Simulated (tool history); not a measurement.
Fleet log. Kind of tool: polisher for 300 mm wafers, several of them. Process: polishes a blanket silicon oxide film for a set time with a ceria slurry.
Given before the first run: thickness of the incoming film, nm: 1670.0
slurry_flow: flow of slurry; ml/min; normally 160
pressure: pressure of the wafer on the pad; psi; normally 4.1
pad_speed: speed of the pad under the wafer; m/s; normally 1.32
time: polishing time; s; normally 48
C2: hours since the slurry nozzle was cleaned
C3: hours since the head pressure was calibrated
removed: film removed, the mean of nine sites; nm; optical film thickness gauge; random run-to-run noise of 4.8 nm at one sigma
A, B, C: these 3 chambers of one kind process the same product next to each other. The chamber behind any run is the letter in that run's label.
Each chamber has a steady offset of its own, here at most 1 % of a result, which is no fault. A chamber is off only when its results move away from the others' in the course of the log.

run 1B hour=8.3 | slurry_flow=160 pressure=4.1 pad_speed=1.32 time=48 | wafers_polished_on_this_pad=318 C2=469.9 C3=689 | removed=408.13
run 2C hour=16.2 | slurry_flow=160 pressure=4.1 pad_speed=1.32 time=48 | wafers_polished_on_this_pad=997 C2=215.1 C3=156.9 | removed=408.34
-- hour=19.2 chamber C: worn pad replaced by a new one
run 3A hour=21.7 | slurry_flow=160 pressure=4.1 pad_speed=1.32 time=48 | wafers_polished_on_this_pad=986 C2=169.7 C3=97.8 | removed=409.42
-- hour=25.9 chamber B: head pressure recalibrated
run 4A hour=26.6 | slurry_flow=160 pressure=4.1 pad_speed=1.32 time=48 | wafers_polished_on_this_pad=1070 C2=174.6 C3=102.7 | removed=409.07
run 5B hour=33.1 | slurry_flow=160 pressure=4.1 pad_speed=1.32 time=48 | wafers_polished_on_this_pad=747 C2=494.7 C3=7.2 | removed=413.29
-- hour=35.8 chamber B: worn pad replaced by a new one
run 6C hour=41 | slurry_flow=160 pressure=4.1 pad_speed=1.32 time=48 | wafers_polished_on_this_pad=377 C2=239.9 C3=181.7 | removed=417.78
run 7C hour=49.3 | slurry_flow=160 pressure=4.1 pad_speed=1.32 time=48 | wafers_polished_on_this_pad=520 C2=248.2 C3=190 | removed=421.2
-- hour=49.7 chamber A: worn pad replaced by a new one
run 8B hour=53.9 | slurry_flow=160 pressure=4.1 pad_speed=1.32 time=48 | wafers_polished_on_this_pad=313 C2=515.5 C3=28 | removed=404.8
run 9A hour=61 | slurry_flow=160 pressure=4.1 pad_speed=1.32 time=48 | wafers_polished_on_this_pad=196 C2=209 C3=137.1 | removed=414.61
run 10C hour=66.5 | slurry_flow=160 pressure=4.1 pad_speed=1.32 time=48 | wafers_polished_on_this_pad=818 C2=265.4 C3=207.2 | removed=421.21
run 11A hour=72.5 | slurry_flow=160 pressure=4.1 pad_speed=1.32 time=48 | wafers_polished_on_this_pad=395 C2=220.5 C3=148.6 | removed=416.17
-- hour=77.8 chamber B: worn pad replaced by a new one
run 12B hour=80.9 | slurry_flow=160 pressure=4.1 pad_speed=1.32 time=48 | wafers_polished_on_this_pad=54 C2=542.5 C3=55 | removed=414.32
run 13C hour=87.1 | slurry_flow=160 pressure=4.1 pad_speed=1.32 time=48 | wafers_polished_on_this_pad=1174 C2=286 C3=227.8 | removed=414.74
-- hour=89.5 chamber C: worn pad replaced by a new one
run 14B hour=95.1 | slurry_flow=160 pressure=4.1 pad_speed=1.32 time=48 | wafers_polished_on_this_pad=300 C2=556.7 C3=69.2 | removed=414.83
run 15A hour=101.4 | slurry_flow=160 pressure=4.1 pad_speed=1.32 time=48 | wafers_polished_on_this_pad=895 C2=249.4 C3=177.5 | removed=416.68
run 16C hour=108.9 | slurry_flow=160 pressure=4.1 pad_speed=1.32 time=48 | wafers_polished_on_this_pad=336 C2=307.8 C3=249.6 | removed=415.74
-- hour=116.2 chamber B: worn pad replaced by a new one
run 17A hour=116.4 | slurry_flow=160 pressure=4.1 pad_speed=1.32 time=48 | wafers_polished_on_this_pad=1154 C2=264.4 C3=192.5 | removed=417.71
run 18B hour=124.4 | slurry_flow=160 pressure=4.1 pad_speed=1.32 time=48 | wafers_polished_on_this_pad=142 C2=586 C3=98.5 | removed=414.6
-- hour=126.4 chamber A: worn pad replaced by a new one
run 19C hour=132.4 | slurry_flow=160 pressure=4.1 pad_speed=1.32 time=48 | wafers_polished_on_this_pad=742 C2=331.3 C3=273.1 | removed=405.46
run 20B hour=140.1 | slurry_flow=160 pressure=4.1 pad_speed=1.32 time=48 | wafers_polished_on_this_pad=413 C2=601.7 C3=114.2 | removed=413.63
run 21A hour=147.7 | slurry_flow=160 pressure=4.1 pad_speed=1.32 time=48 | wafers_polished_on_this_pad=369 C2=295.7 C3=223.8 | removed=405.77
-- hour=147.8 chamber C: worn pad replaced by a new one
-- hour=150.6 chamber B: slurry nozzle cleaned
run 22C hour=156.1 | slurry_flow=160 pressure=4.1 pad_speed=1.32 time=48 | wafers_polished_on_this_pad=144 C2=355 C3=296.8 | removed=419.58
-- hour=157.8 chamber B: worn pad replaced by a new one
run 23B hour=161.3 | slurry_flow=205 pressure=4.1 pad_speed=1.14 time=48 | wafers_polished_on_this_pad=61 C2=10.8 C3=135.4 | removed=365.83
run 24A hour=165.3 | slurry_flow=205 pressure=4.1 pad_speed=1.14 time=48 | wafers_polished_on_this_pad=673 C2=313.3 C3=241.4 | removed=372
run 25A hour=172.1 | slurry_flow=205 pressure=4.1 pad_speed=1.14 time=48 | wafers_polished_on_this_pad=791 C2=320.1 C3=248.2 | removed=369.36
run 26B hour=180 | slurry_flow=160 pressure=4.1 pad_speed=1.32 time=48 | wafers_polished_on_this_pad=384 C2=29.5 C3=154.1 | removed=423.6
run 27C hour=183.8 | slurry_flow=160 pressure=3.3 pad_speed=1.32 time=37 | wafers_polished_on_this_pad=624 C2=382.7 C3=324.5 | removed=256.88
run 28B hour=190.1 | slurry_flow=160 pressure=3.3 pad_speed=1.32 time=37 | wafers_polished_on_this_pad=559 C2=39.6 C3=164.2 | removed=255.32
run 29C hour=194.3 | slurry_flow=160 pressure=3.3 pad_speed=1.32 time=37 | wafers_polished_on_this_pad=805 C2=393.2 C3=335 | removed=256.68
-- hour=199.3 chamber A: worn pad replaced by a new one
run 30A hour=200.4 | slurry_flow=160 pressure=4.1 pad_speed=1.32 time=48 | wafers_polished_on_this_pad=20 C2=348.4 C3=276.5 | removed=413.9
run 31A hour=204.7 | slurry_flow=160 pressure=4.1 pad_speed=1.32 time=48 | wafers_polished_on_this_pad=94 C2=352.7 C3=280.8 | removed=412.45
-- hour=205.3 chamber C: worn pad replaced by a new one
run 32C hour=211.4 | slurry_flow=160 pressure=4.1 pad_speed=1.32 time=48 | wafers_polished_on_this_pad=106 C2=410.3 C3=352.1 | removed=425.15

Has any chamber moved away from the others, gradually or after a service, or does the common gauge drift, or do the chambers differ only by their own small steady offsets? State the chamber and the most likely cause if one applies.

Neither any chamber nor the gauge drifts; the chambers differ only by their own small, steady offsets.
